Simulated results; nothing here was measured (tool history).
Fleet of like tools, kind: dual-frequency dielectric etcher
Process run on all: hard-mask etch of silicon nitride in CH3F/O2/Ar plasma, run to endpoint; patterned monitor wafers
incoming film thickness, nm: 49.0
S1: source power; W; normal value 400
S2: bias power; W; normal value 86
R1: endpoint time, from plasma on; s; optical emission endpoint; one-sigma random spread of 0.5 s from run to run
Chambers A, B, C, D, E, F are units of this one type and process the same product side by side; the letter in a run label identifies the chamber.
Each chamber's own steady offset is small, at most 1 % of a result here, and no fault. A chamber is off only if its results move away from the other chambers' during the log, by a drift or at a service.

-- day=0.221 chamber C: wet clean of the chamber
run 1A day=0.433 | S1=400 S2=86 | R1=67.063
run 2C day=0.925 | S1=400 S2=86 | R1=67.193
run 3B day=1.521 | S1=400 S2=86 | R1=66.941
run 4F day=2.125 | S1=400 S2=86 | R1=65.962
-- day=2.504 chamber A: wet clean of the chamber
run 5E day=2.504 | S1=400 S2=86 | R1=66.959
-- day=2.842 chamber D: wet clean of the chamber
run 6D day=3.029 | S1=400 S2=86 | R1=65.264
run 7A day=3.379 | S1=400 S2=86 | R1=66.699
-- day=3.538 chamber C: source power generator calibrated
run 8F day=3.975 | S1=400 S2=86 | R1=65.759
run 9B day=4.483 | S1=400 S2=86 | R1=66.396
run 10D day=5.117 | S1=400 S2=86 | R1=66.283
run 11C day=5.446 | S1=400 S2=86 | R1=66.844
run 12E day=5.804 | S1=400 S2=86 | R1=66.417
run 13E day=6.358 | S1=400 S2=86 | R1=66.856
run 14F day=6.742 | S1=400 S2=86 | R1=66.158
run 15C day=7.075 | S1=400 S2=86 | R1=66.887
run 16D day=7.667 | S1=400 S2=106 | R1=60.878
run 17A day=8.100 | S1=400 S2=106 | R1=62.162
run 18B day=8.567 | S1=400 S2=106 | R1=62.296
run 19B day=9.146 | S1=400 S2=106 | R1=62.110
run 20E day=9.508 | S1=400 S2=106 | R1=61.764
run 21F day=10.075 | S1=400 S2=106 | R1=60.868
run 22A day=10.471 | S1=400 S2=86 | R1=67.032
run 23C day=11.083 | S1=400 S2=86 | R1=66.164
run 24D day=11.592 | S1=400 S2=86 | R1=66.952
run 25E day=11.933 | S1=400 S2=86 | R1=66.892
run 26B day=12.346 | S1=400 S2=86 | R1=66.668
-- day=12.538 chamber D: bias power generator calibrated
-- day=12.538 chamber B: source power generator calibrated
run 27C day=12.829 | S1=400 S2=86 | R1=66.945
run 28A day=13.117 | S1=440 S2=86 | R1=63.423
-- day=13.208 chamber F: wet clean of the chamber
run 29F day=13.750 | S1=440 S2=86 | R1=63.547
run 30D day=14.217 | S1=440 S2=86 | R1=62.900
run 31D day=14.842 | S1=440 S2=86 | R1=64.010
-- day=15.162 chamber B: wet clean of the chamber
run 32B day=15.188 | S1=440 S2=86 | R1=64.238
-- day=15.358 chamber E: source power generator calibrated
run 33F day=15.492 | S1=440 S2=86 | R1=63.493
run 34C day=16.017 | S1=400 S2=86 | R1=66.749
run 35A day=16.308 | S1=400 S2=71 | R1=70.791
run 36E day=16.771 | S1=400 S2=71 | R1=70.650
run 37E day=17.317 | S1=400 S2=71 | R1=70.559
run 38C day=17.921 | S1=400 S2=71 | R1=70.605
run 39F day=18.304 | S1=400 S2=71 | R1=70.602

For the next run the whole fleet of 6 chambers uses the same settings. Give each chamber's results:
run 40A day=18.783 | S1=400 S2=102 | R1=?
run 40B day=18.783 | S1=400 S2=102 | R1=?
run 40C day=18.783 | S1=400 S2=102 | R1=?
run 40D day=18.783 | S1=400 S2=102 | R1=?
run 40E day=18.783 | S1=400 S2=102 | R1=?
run 40F day=18.783 | S1=400 S2=102 | R1=?

run=40A R1=62.040
run=40B R1=61.964
run=40C R1=62.932
run=40D R1=61.937
run=40E R1=62.845
run=40F R1=62.632
